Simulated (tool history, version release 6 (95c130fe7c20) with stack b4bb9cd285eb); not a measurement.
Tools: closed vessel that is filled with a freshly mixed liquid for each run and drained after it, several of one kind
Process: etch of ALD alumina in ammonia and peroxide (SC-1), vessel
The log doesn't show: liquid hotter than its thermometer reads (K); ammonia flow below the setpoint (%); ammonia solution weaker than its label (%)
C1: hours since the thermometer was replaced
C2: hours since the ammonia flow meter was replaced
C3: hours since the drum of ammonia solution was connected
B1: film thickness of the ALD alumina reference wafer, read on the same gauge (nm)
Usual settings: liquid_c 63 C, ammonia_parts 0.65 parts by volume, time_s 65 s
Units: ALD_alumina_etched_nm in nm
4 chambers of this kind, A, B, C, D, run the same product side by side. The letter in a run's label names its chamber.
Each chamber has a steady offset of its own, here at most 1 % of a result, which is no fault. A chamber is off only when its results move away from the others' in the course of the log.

{"run": "1C", "hour": 4.8, "liquid_c": 63, "ammonia_parts": 0.65, "time_s": 65, "C1": 686.3, "C2": 1645.0, "C3": 336.6, "B1": 149.96, "ALD_alumina_etched_nm": 6.9378}
{"run": "2B", "hour": 9.1, "liquid_c": 63, "ammonia_parts": 0.65, "time_s": 65, "C1": 156.8, "C2": 478.0, "C3": 184.9, "B1": 150.0, "ALD_alumina_etched_nm": 6.8362}
{"run": "3A", "hour": 12.9, "liquid_c": 63, "ammonia_parts": 0.65, "time_s": 65, "C1": 21.1, "C2": 70.6, "C3": 352.0, "B1": 149.98, "ALD_alumina_etched_nm": 6.9164}
{"run": "4D", "hour": 16.0, "liquid_c": 63, "ammonia_parts": 0.65, "time_s": 65, "C1": 250.7, "C2": 1015.2, "C3": 615.5, "B1": 150.0, "ALD_alumina_etched_nm": 6.8929}
{"run": "5A", "hour": 19.6, "liquid_c": 63, "ammonia_parts": 0.65, "time_s": 65, "C1": 27.8, "C2": 77.3, "C3": 358.7, "B1": 150.0, "ALD_alumina_etched_nm": 6.866}
{"run": "6C", "hour": 24.0, "liquid_c": 63, "ammonia_parts": 0.65, "time_s": 65, "C1": 705.5, "C2": 1664.2, "C3": 355.8, "B1": 150.04, "ALD_alumina_etched_nm": 6.9436}
{"run": "7B", "hour": 28.5, "liquid_c": 63, "ammonia_parts": 0.65, "time_s": 65, "C1": 176.2, "C2": 497.4, "C3": 204.3, "B1": 149.98, "ALD_alumina_etched_nm": 6.8266}
{"run": "8D", "hour": 33.5, "liquid_c": 63, "ammonia_parts": 0.65, "time_s": 65, "C1": 268.2, "C2": 1032.7, "C3": 633.0, "B1": 150.01, "ALD_alumina_etched_nm": 6.8532}
{"run": "9D", "hour": 38.7, "liquid_c": 63, "ammonia_parts": 0.65, "time_s": 65, "C1": 273.4, "C2": 1037.9, "C3": 638.2, "B1": 150.01, "ALD_alumina_etched_nm": 6.8709}
{"run": "10B", "hour": 41.9, "liquid_c": 63, "ammonia_parts": 0.65, "time_s": 65, "C1": 189.6, "C2": 510.8, "C3": 217.7, "B1": 149.95, "ALD_alumina_etched_nm": 6.8241}
{"run": "11C", "hour": 45.1, "liquid_c": 63, "ammonia_parts": 0.65, "time_s": 65, "C1": 726.6, "C2": 1685.3, "C3": 376.9, "B1": 149.97, "ALD_alumina_etched_nm": 6.9482}
{"run": "12A", "hour": 49.4, "liquid_c": 63, "ammonia_parts": 0.65, "time_s": 65, "C1": 57.6, "C2": 107.1, "C3": 388.5, "B1": 149.98, "ALD_alumina_etched_nm": 6.9055}
{"run": "13C", "hour": 52.2, "liquid_c": 63, "ammonia_parts": 0.65, "time_s": 65, "C1": 733.7, "C2": 1692.4, "C3": 384.0, "B1": 150.04, "ALD_alumina_etched_nm": 6.9267}
{"run": "14B", "hour": 57.2, "liquid_c": 63, "ammonia_parts": 0.65, "time_s": 65, "C1": 204.9, "C2": 526.1, "C3": 233.0, "B1": 149.98, "ALD_alumina_etched_nm": 6.8391}
{"run": "15A", "hour": 62.4, "liquid_c": 63, "ammonia_parts": 0.65, "time_s": 65, "C1": 70.6, "C2": 120.1, "C3": 401.5, "B1": 149.99, "ALD_alumina_etched_nm": 6.8888}
{"run": "16D", "hour": 66.8, "liquid_c": 63, "ammonia_parts": 0.65, "time_s": 65, "C1": 301.5, "C2": 1066.0, "C3": 666.3, "B1": 150.03, "ALD_alumina_etched_nm": 6.9411}
{"run": "17A", "hour": 72.3, "liquid_c": 63, "ammonia_parts": 0.65, "time_s": 65, "C1": 80.5, "C2": 130.0, "C3": 411.4, "B1": 149.96, "ALD_alumina_etched_nm": 6.9087}
{"run": "18B", "hour": 77.7, "liquid_c": 63, "ammonia_parts": 0.65, "time_s": 65, "C1": 225.4, "C2": 546.6, "C3": 253.5, "B1": 150.0, "ALD_alumina_etched_nm": 6.8141}
{"run": "19C", "hour": 80.4, "liquid_c": 63, "ammonia_parts": 0.65, "time_s": 65, "C1": 761.9, "C2": 1720.6, "C3": 412.2, "B1": 150.0, "ALD_alumina_etched_nm": 6.9596}
{"run": "20D", "hour": 83.8, "liquid_c": 63, "ammonia_parts": 0.65, "time_s": 65, "C1": 318.5, "C2": 1083.0, "C3": 683.3, "B1": 149.96, "ALD_alumina_etched_nm": 6.965}
{"run": "21D", "hour": 89.4, "liquid_c": 63, "ammonia_parts": 0.65, "time_s": 65, "C1": 324.1, "C2": 1088.6, "C3": 688.9, "B1": 150.06, "ALD_alumina_etched_nm": 6.95}
{"run": "22B", "hour": 92.3, "liquid_c": 63, "ammonia_parts": 0.65, "time_s": 65, "C1": 240.0, "C2": 561.2, "C3": 268.1, "B1": 150.04, "ALD_alumina_etched_nm": 6.7874}
{"run": "23A", "hour": 96.6, "liquid_c": 63, "ammonia_parts": 0.65, "time_s": 65, "C1": 104.8, "C2": 154.3, "C3": 435.7, "B1": 150.04, "ALD_alumina_etched_nm": 6.8898}
{"run": "24C", "hour": 101.8, "liquid_c": 63, "ammonia_parts": 0.65, "time_s": 65, "C1": 783.3, "C2": 1742.0, "C3": 433.6, "B1": 149.99, "ALD_alumina_etched_nm": 6.9472}
{"run": "25A", "hour": 105.5, "liquid_c": 63, "ammonia_parts": 0.65, "time_s": 65, "C1": 113.7, "C2": 163.2, "C3": 444.6, "B1": 150.03, "ALD_alumina_etched_nm": 6.8921}
{"run": "26C", "hour": 110.4, "liquid_c": 63, "ammonia_parts": 0.65, "time_s": 65, "C1": 791.9, "C2": 1750.6, "C3": 442.2, "B1": 150.01, "ALD_alumina_etched_nm": 6.9394}
{"run": "27D", "hour": 114.5, "liquid_c": 63, "ammonia_parts": 0.65, "time_s": 65, "C1": 349.2, "C2": 1113.7, "C3": 714.0, "B1": 149.99, "ALD_alumina_etched_nm": 6.9996}
{"run": "28B", "hour": 117.2, "liquid_c": 63, "ammonia_parts": 0.65, "time_s": 65, "C1": 264.9, "C2": 586.1, "C3": 293.0, "B1": 149.96, "ALD_alumina_etched_nm": 6.8291}
{"run": "29A", "hour": 121.6, "liquid_c": 63, "ammonia_parts": 0.65, "time_s": 65, "C1": 129.8, "C2": 179.3, "C3": 460.7, "B1": 149.98, "ALD_alumina_etched_nm": 6.9134}
{"hour": 124.3, "done": "chamber D: new drum of ammonia solution connected"}
{"hour": 124.4, "done": "chamber C: thermometer replaced"}
{"run": "30C", "hour": 124.8, "liquid_c": 69, "ammonia_parts": 0.4, "time_s": 65, "C1": 0.5, "C2": 1765.0, "C3": 456.6, "B1": 150.0, "ALD_alumina_etched_nm": 8.9212}
{"run": "31D", "hour": 128.9, "liquid_c": 69, "ammonia_parts": 0.4, "time_s": 65, "C1": 363.6, "C2": 1128.1, "C3": 4.7, "B1": 150.01, "ALD_alumina_etched_nm": 9.0244}
{"run": "32B", "hour": 133.7, "liquid_c": 69, "ammonia_parts": 0.4, "time_s": 65, "C1": 281.4, "C2": 602.6, "C3": 309.5, "B1": 149.96, "ALD_alumina_etched_nm": 8.7779}
{"run": "33C", "hour": 138.0, "liquid_c": 69, "ammonia_parts": 0.4, "time_s": 65, "C1": 13.7, "C2": 1778.2, "C3": 469.8, "B1": 150.02, "ALD_alumina_etched_nm": 8.8997}
{"run": "34D", "hour": 141.5, "liquid_c": 63, "ammonia_parts": 0.65, "time_s": 65, "C1": 376.2, "C2": 1140.7, "C3": 17.3, "B1": 149.99, "ALD_alumina_etched_nm": 7.015}
{"run": "35B", "hour": 143.9, "liquid_c": 63, "ammonia_parts": 0.65, "time_s": 65, "C1": 291.6, "C2": 612.8, "C3": 319.7, "B1": 150.04, "ALD_alumina_etched_nm": 6.8098}
{"run": "36A", "hour": 148.7, "liquid_c": 63, "ammonia_parts": 0.65, "time_s": 65, "C1": 156.9, "C2": 206.4, "C3": 487.8, "B1": 150.02, "ALD_alumina_etched_nm": 6.8632}
{"run": "37B", "hour": 151.9, "liquid_c": 63, "ammonia_parts": 0.65, "time_s": 65, "C1": 299.6, "C2": 620.8, "C3": 327.7, "B1": 149.96, "ALD_alumina_etched_nm": 6.8012}
{"run": "38D", "hour": 156.4, "liquid_c": 63, "ammonia_parts": 0.65, "time_s": 65, "C1": 391.1, "C2": 1155.6, "C3": 32.2, "B1": 149.98, "ALD_alumina_etched_nm": 7.0451}
{"run": "39A", "hour": 161.4, "liquid_c": 63, "ammonia_parts": 0.65, "time_s": 65, "C1": 169.6, "C2": 219.1, "C3": 500.5, "B1": 149.99, "ALD_alumina_etched_nm": 6.8699}
{"run": "40C", "hour": 165.0, "liquid_c": 63, "ammonia_parts": 0.65, "time_s": 65, "C1": 40.7, "C2": 1805.2, "C3": 496.8, "B1": 150.0, "ALD_alumina_etched_nm": 6.9118}
{"run": "41D", "hour": 168.5, "liquid_c": 57, "ammonia_parts": 0.65, "time_s": 65, "C1": 403.2, "C2": 1167.7, "C3": 44.3, "B1": 149.97, "ALD_alumina_etched_nm": 5.162}

What goes on in this fleet: one chamber off, a drifting gauge, or nothing beyond the chambers' own small offsets? Name the chamber and the cause, if any.

Chamber D drifts away from the others.
Cause: liquid hotter than its thermometer reads (K) = 0.482.

Here are 4 candidates for chamber D's next run, each the usual settings with a change, their results left as question marks. Which one brings its results back in line with what the others give on the usual settings?
In line means no further than this from the other chambers' mean on the usual settings: ALD_alumina_etched_nm 0.0770 nm
{"run": "42D-1", "hour": 172.5, "liquid_c": 63.0, "ammonia_parts": 0.4, "time_s": 65, "ALD_alumina_etched_nm": "?"}
{"run": "42D-2", "hour": 172.5, "liquid_c": 63.5, "ammonia_parts": 0.65, "time_s": 65, "ALD_alumina_etched_nm": "?"}
{"run": "42D-3", "hour": 172.5, "liquid_c": 62.5, "ammonia_parts": 0.65, "time_s": 65, "ALD_alumina_etched_nm": "?"}
{"run": "42D-4", "hour": 172.5, "liquid_c": 63.0, "ammonia_parts": 1.0, "time_s": 65, "ALD_alumina_etched_nm": "?"}

The other chambers' mean on the usual settings: ALD_alumina_etched_nm 6.8815 nm
run=42D-1 ALD_alumina_etched_nm=6.7322
run=42D-2 ALD_alumina_etched_nm=7.2253
run=42D-3 ALD_alumina_etched_nm=6.8651
run=42D-4 ALD_alumina_etched_nm=7.3329
42D-3 brings the chamber back in line.
